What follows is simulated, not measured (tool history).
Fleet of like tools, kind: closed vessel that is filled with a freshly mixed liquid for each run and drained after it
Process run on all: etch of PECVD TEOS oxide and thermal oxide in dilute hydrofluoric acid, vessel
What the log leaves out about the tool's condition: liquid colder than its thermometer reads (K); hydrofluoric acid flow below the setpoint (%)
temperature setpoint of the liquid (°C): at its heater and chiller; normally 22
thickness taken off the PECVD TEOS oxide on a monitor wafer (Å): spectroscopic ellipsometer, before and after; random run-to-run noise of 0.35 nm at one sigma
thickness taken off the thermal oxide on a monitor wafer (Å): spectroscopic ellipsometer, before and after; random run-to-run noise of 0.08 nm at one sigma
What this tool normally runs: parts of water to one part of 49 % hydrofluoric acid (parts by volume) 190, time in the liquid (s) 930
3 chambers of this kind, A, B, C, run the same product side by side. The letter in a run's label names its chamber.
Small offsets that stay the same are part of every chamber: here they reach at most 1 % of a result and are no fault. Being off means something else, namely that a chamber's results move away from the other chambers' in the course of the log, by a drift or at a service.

| run | hour | temperature setpoint of the liquid (°C) | parts of water to one part of 49 % hydrofluoric acid (parts by volume) | time in the liquid (s) | hours since the thermometer was replaced | hours since the hydrofluoric acid flow meter was replaced | read-back film thickness of the PECVD TEOS oxide reference wafer, read on the same gauge (nm) | read-back film thickness of the thermal oxide reference wafer, read on the same gauge (nm) | thickness taken off the PECVD TEOS oxide on a monitor wafer (Å) | thickness taken off the thermal oxide on a monitor wafer (Å) |
|---|---|---|---|---|---|---|---|---|---|---|
| 1B | 11.8 | 22 | 190 | 930 | 1398.8 | 1140.6 | 140.06 | 79.943 | 486.82 | 194.67 |
| 2A | 19.1 | 22 | 190 | 930 | 1545.4 | 595.7 | 140 | 80.022 | 474.11 | 192.65 |
| 3C | 26.2 | 22 | 190 | 930 | 755 | 2116 | 139.97 | 79.996 | 477.11 | 191.23 |
| 4A | 34.9 | 22 | 190 | 930 | 1561.2 | 611.5 | 139.98 | 80.023 | 480.58 | 192.8 |
| 5B | 46.8 | 22 | 190 | 930 | 1433.8 | 1175.6 | 140.01 | 79.991 | 478.14 | 194.27 |
| 6C | 55.6 | 26.5 | 190 | 1135 | 784.4 | 2145.4 | 140 | 79.952 | 698.97 | 281.9 |
| 7A | 65.4 | 26.5 | 190 | 1135 | 1591.7 | 642 | 140.01 | 80.029 | 683.73 | 277.17 |
| 8C | 71.5 | 26.5 | 190 | 1135 | 800.3 | 2161.3 | 140.02 | 80.015 | 686.33 | 277.73 |
| 9B | 79.2 | 22 | 190 | 930 | 1466.2 | 1208 | 140.03 | 79.964 | 477.57 | 193.44 |
| 10C | 87.8 | 22 | 190 | 930 | 816.6 | 2177.6 | 139.99 | 80.004 | 472.78 | 194.11 |
| 11B | 99.4 | 22 | 190 | 930 | 1486.4 | 1228.2 | 140.03 | 79.984 | 474.32 | 193.74 |
| 12A | 108 | 17 | 190 | 930 | 1634.3 | 684.6 | 140.02 | 80.028 | 396.49 | 158.91 |
| 13C | 114.5 | 17 | 190 | 930 | 843.3 | 2204.3 | 140.04 | 79.982 | 390.75 | 158.11 |
| 14B | 119.8 | 17 | 190 | 930 | 1506.8 | 1248.6 | 139.99 | 79.972 | 387.31 | 157.01 |
| 15A | 129.6 | 22 | 190 | 930 | 1655.9 | 706.2 | 139.97 | 80.032 | 480.27 | 192.45 |
| 16C | 140.9 | 22 | 190 | 930 | 869.7 | 2230.7 | 139.99 | 79.971 | 482.16 | 192.66 |
|  | 151.9 | chamber C: hydrofluoric acid flow meter replaced |
| 17B | 152.3 | 22 | 190 | 930 | 1539.3 | 1281.1 | 140.01 | 80.024 | 472.07 | 190.73 |
| 18A | 161.5 | 22 | 190 | 930 | 1687.8 | 738.1 | 139.98 | 79.991 | 467.94 | 192.59 |
| 19C | 168.6 | 22 | 190 | 930 | 897.4 | 16.8 | 140 | 79.957 | 479.82 | 195.56 |
| 20B | 179.5 | 22 | 285 | 615 | 1566.5 | 1308.3 | 140.04 | 80.01 | 186.86 | 76.604 |
| 21A | 185.9 | 22 | 285 | 615 | 1712.2 | 762.5 | 139.99 | 79.987 | 192.72 | 77.235 |
| 22A | 196.4 | 22 | 285 | 615 | 1722.7 | 773 | 140.04 | 80.031 | 190.49 | 77.27 |
| 23C | 206.5 | 22 | 190 | 930 | 935.3 | 54.7 | 140 | 80.01 | 476.02 | 194.87 |
| 24B | 214.4 | 22 | 190 | 930 | 1601.4 | 1343.2 | 140.01 | 79.997 | 452.08 | 187.55 |
| 25C | 219.7 | 22 | 190 | 930 | 948.5 | 67.9 | 139.95 | 80.011 | 483.36 | 194.46 |
| 26A | 225.6 | 26.5 | 110 | 930 | 1751.9 | 802.2 | 140.03 | 79.995 | 1069.1 | 433.97 |
| 27B | 232.7 | 26.5 | 110 | 930 | 1619.7 | 1361.5 | 140.03 | 79.966 | 1035.4 | 418.18 |
| 28C | 241.5 | 26.5 | 110 | 930 | 970.3 | 89.7 | 139.99 | 79.997 | 1078.5 | 433.64 |
| 29A | 249.8 | 22 | 190 | 930 | 1776.1 | 826.4 | 139.98 | 79.988 | 483.17 | 192.73 |
| 30B | 259.3 | 22 | 190 | 930 | 1646.3 | 1388.1 | 139.99 | 80.013 | 457.3 | 184.03 |
| 31A | 270.5 | 22 | 190 | 930 | 1796.8 | 847.1 | 140.02 | 79.995 | 470.83 | 192.76 |
| 32B | 279.2 | 22 | 190 | 930 | 1666.2 | 1408 | 140.04 | 79.955 | 454.13 | 184.52 |
| 33C | 285.6 | 22 | 190 | 930 | 1014.4 | 133.8 | 139.95 | 80.007 | 482.06 | 195.39 |
| 34C | 290.9 | 22 | 190 | 930 | 1019.7 | 139.1 | 140.05 | 80.054 | 483.6 | 193.75 |
| 35A | 299.5 | 22 | 190 | 930 | 1825.8 | 876.1 | 140.01 | 80.004 | 471.4 | 192.61 |
| 36B | 310.6 | 22 | 190 | 930 | 1697.6 | 1439.4 | 140.04 | 80.007 | 449.55 | 183.74 |
| 37C | 317.9 | 22 | 190 | 930 | 1046.7 | 166.1 | 140.03 | 80.022 | 475.71 | 194.8 |
| 38B | 325.4 | 22 | 190 | 930 | 1712.4 | 1454.2 | 139.96 | 80.028 | 449.92 | 182.56 |
| 39A | 337.5 | 22 | 190 | 930 | 1863.8 | 914.1 | 139.96 | 80.034 | 474.81 | 191.44 |
| 40C | 343.9 | 22 | 190 | 930 | 1072.7 | 192.1 | 140.03 | 80.021 | 488.81 | 196.15 |
| 41A | 355.7 | 22 | 190 | 930 | 1882 | 932.3 | 140.01 | 79.998 | 478.2 | 192.03 |

Next, all 3 chambers run the settings below, one line each with question marks for the results. What does each chamber give?
| 42A | 364.4 | 24.5 | 190 | 930 |  |  |  |  | ? | ? |
| 42B | 364.4 | 24.5 | 190 | 930 |  |  |  |  | ? | ? |
| 42C | 364.4 | 24.5 | 190 | 930 |  |  |  |  | ? | ? |

| run | thickness taken off the PECVD TEOS oxide on a monitor wafer (Å) | thickness taken off the thermal oxide on a monitor wafer (Å) |
|---|---|---|
| 42A | 516.7 | 211.39 |
| 42B | 496.64 | 199.36 |
| 42C | 527.49 | 213.9 |
